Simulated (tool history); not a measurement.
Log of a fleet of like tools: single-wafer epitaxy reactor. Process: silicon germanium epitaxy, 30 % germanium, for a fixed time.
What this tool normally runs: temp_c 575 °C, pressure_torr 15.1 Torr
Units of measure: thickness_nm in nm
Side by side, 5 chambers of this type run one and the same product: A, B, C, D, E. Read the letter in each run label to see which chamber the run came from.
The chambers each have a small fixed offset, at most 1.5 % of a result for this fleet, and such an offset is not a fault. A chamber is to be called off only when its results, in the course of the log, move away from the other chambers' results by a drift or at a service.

run,hour,temp_c,pressure_torr,hours since the last pyrometer calibration,hours since the last manometer calibration,"read-back reference wafer on the same gauge, thickness_nm",thickness_nm
1A,5.2,575,15.1,903.2,748.9,29.878,32.898
2D,10.6,575,15.1,583,403.5,29.903,33.367
3C,14.1,575,15.1,78.8,1120.5,29.894,32.492
4B,19.4,575,15.1,1149.1,533,29.908,33.12
5E,25.6,575,15.1,775.4,46.4,29.917,32.954
6A,31.8,575,15.1,929.8,775.5,29.928,32.845
7C,34.6,575,15.1,99.3,1141,29.887,32.608
8E,39.9,575,15.1,789.7,60.7,29.919,32.95
9D,45.1,575,15.1,617.5,438,29.887,33.371
10B,50.6,575,15.1,1180.3,564.2,29.918,33.025
11E,54.1,575,15.1,803.9,74.9,29.902,32.922
12C,59.4,567,13.6,124.1,1165.8,29.887,26.864
13D,65.4,567,13.6,637.8,458.3,29.9,27.371
14A,69.4,567,13.6,967.4,813.1,29.892,26.862
15B,72.8,567,13.6,1202.5,586.4,29.91,26.906
16C,75.6,567,13.6,140.3,1182,29.911,26.699
17A,78.4,575,15.1,976.4,822.1,29.902,32.82
18E,81.5,575,15.1,831.3,102.3,29.904,33.306
19D,87.4,575,15.1,659.8,480.3,29.911,33.374
20B,92.1,575,15.1,1221.8,605.7,29.888,33.12
21A,97.6,575,15.1,995.6,841.3,29.863,33.102
22B,103,575,15.1,1232.7,616.6,29.866,33.113
23D,109.3,575,13.9,681.7,502.2,29.915,32.169
24C,115.4,575,13.9,180.1,1221.8,29.905,31.438
25E,120.8,575,13.9,870.6,141.6,29.86,31.926
26C,124.3,575,13.9,189,1230.7,29.903,31.699
27D,127.5,575,13.9,699.9,520.4,29.904,32.03
28B,132.6,575,15.1,1262.3,646.2,29.89,32.853
29A,137.1,575,15.1,1035.1,880.8,29.888,33.073
30E,142.2,562,16.8,892,163,29.892,26.676
31D,145.8,562,16.8,718.2,538.7,29.925,26.786
32C,149,562,16.8,213.7,1255.4,29.908,26.221

Read the log: is a single chamber off, either drifting away or since a service, is the gauge that measures every chamber drifting, or is nothing wrong beyond small per-chamber offsets? Name any odd chamber and what most likely caused it.

Neither any chamber nor the gauge drifts; the chambers differ only by their own small, steady offsets.
